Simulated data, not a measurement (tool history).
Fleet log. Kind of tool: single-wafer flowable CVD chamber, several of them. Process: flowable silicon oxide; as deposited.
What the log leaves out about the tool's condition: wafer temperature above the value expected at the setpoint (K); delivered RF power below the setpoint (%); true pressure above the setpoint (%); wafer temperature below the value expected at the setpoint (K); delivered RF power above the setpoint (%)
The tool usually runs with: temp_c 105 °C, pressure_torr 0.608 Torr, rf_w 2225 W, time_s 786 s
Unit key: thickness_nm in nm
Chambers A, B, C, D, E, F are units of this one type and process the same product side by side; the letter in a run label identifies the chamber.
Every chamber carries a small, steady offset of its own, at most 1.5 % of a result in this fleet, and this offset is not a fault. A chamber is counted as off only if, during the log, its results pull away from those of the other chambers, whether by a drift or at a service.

run	hour	temp_c	pressure_torr	rf_w	time_s	hours since the last thermocouple change	hours since the last RF generator calibration	hours since the last manometer calibration	read-back reference wafer on the same gauge, thickness_nm	thickness_nm
# hour 1.1: chamber A: thermocouple changed; heater temperature recalibrated
1B	6.7	105	0.608	2225	786	1177.3	1656.3	210.5	262.14	284.17
2E	13.9	105	0.608	2225	786	1220.2	795.4	749.4	261.96	285.68
3D	22.5	105	0.608	2225	786	1991.5	71.1	595.3	262.1	284.03
4C	26.8	105	0.608	2225	786	1180.6	724	599.9	262.2	281.07
5A	34.8	105	0.608	2225	786	33.8	463.4	540.8	261.89	287.19
6F	42.7	105	0.608	2225	786	70.1	65.3	1486.6	262	282.6
7D	47.2	105	0.608	2225	786	2016.2	95.8	620	261.94	281.69
8F	52.3	105	0.608	2225	786	79.7	74.9	1496.2	262.17	281.67
9C	58.3	105	0.608	2225	786	1212.1	755.5	631.4	261.87	279.92
# hour 61.2: chamber B: thermocouple changed; heater temperature recalibrated
10E	65.1	105	0.608	2225	786	1271.4	846.6	800.6	262.1	286.52
11B	70.1	105	0.608	2225	786	8.9	1719.7	273.9	262	286.9
12A	75.3	117	0.608	2225	668	74.3	503.9	581.3	261.83	168.35
13A	83.2	117	0.608	2225	668	82.2	511.8	589.2	262.24	167.07
14F	91	117	0.608	2225	668	118.4	113.6	1534.9	262.06	163.81
15D	97.2	117	0.608	2225	668	2066.2	145.8	670	261.95	164.39
16B	105.1	117	0.608	2225	668	43.9	1754.7	308.9	261.76	165.48
17E	110.8	117	0.608	2225	668	1317.1	892.3	846.3	262	166.65
18C	115.7	105	0.608	2225	786	1269.5	812.9	688.8	261.93	281.47
19B	121.7	105	0.608	2640	843	60.5	1771.3	325.5	262.03	316.58
20A	126.9	105	0.608	2640	843	125.9	555.5	632.9	261.96	317.85
21E	132.3	105	0.608	2640	843	1338.6	913.8	867.8	262.11	314.27
22F	138.7	105	0.608	2640	843	166.1	161.3	1582.6	262.02	311.41
23D	144.9	105	0.608	2640	843	2113.9	193.5	717.7	262.21	311.27
24C	150.3	105	0.608	2640	843	1304.1	847.5	723.4	262.1	312.57
# hour 153.3: chamber B: RF generator calibrated
25F	157.1	105	0.608	2225	786	184.5	179.7	1601	261.97	283.31
26B	163.2	105	0.608	2225	786	102	9.9	367	261.67	287.44
27A	170.7	105	0.608	2225	786	169.7	599.3	676.7	261.98	287.91
28D	177.1	105	0.608	2225	848	2146.1	225.7	749.9	261.8	305.53
29E	182.4	105	0.608	2225	848	1388.7	963.9	917.9	262.16	308.68
30C	189.8	105	0.608	2225	848	1343.6	887	762.9	262.14	302.5
31E	194.5	105	0.608	2225	848	1400.8	976	930	262.15	307
32B	201.2	105	0.608	2225	848	140	47.9	405	262.01	308.11
33F	208.7	105	0.608	2225	848	236.1	231.3	1652.6	261.53	305.76
34C	215.8	105	0.608	2225	786	1369.6	913	788.9	261.86	283.44
35A	220.9	105	0.608	2225	786	219.9	649.5	726.9	261.81	287.29
36D	228.4	105	0.608	2225	786	2197.4	277	801.2	261.98	283.66
37E	235.6	105	0.608	2225	786	1441.9	1017.1	971.1	262.36	284.72

What goes on in this fleet: one chamber off, a drifting gauge, or nothing beyond the chambers' own small offsets? Name the chamber and the cause, if any.

The fleet is healthy, with each chamber sitting at its usual small offset and no drift in the gauge.

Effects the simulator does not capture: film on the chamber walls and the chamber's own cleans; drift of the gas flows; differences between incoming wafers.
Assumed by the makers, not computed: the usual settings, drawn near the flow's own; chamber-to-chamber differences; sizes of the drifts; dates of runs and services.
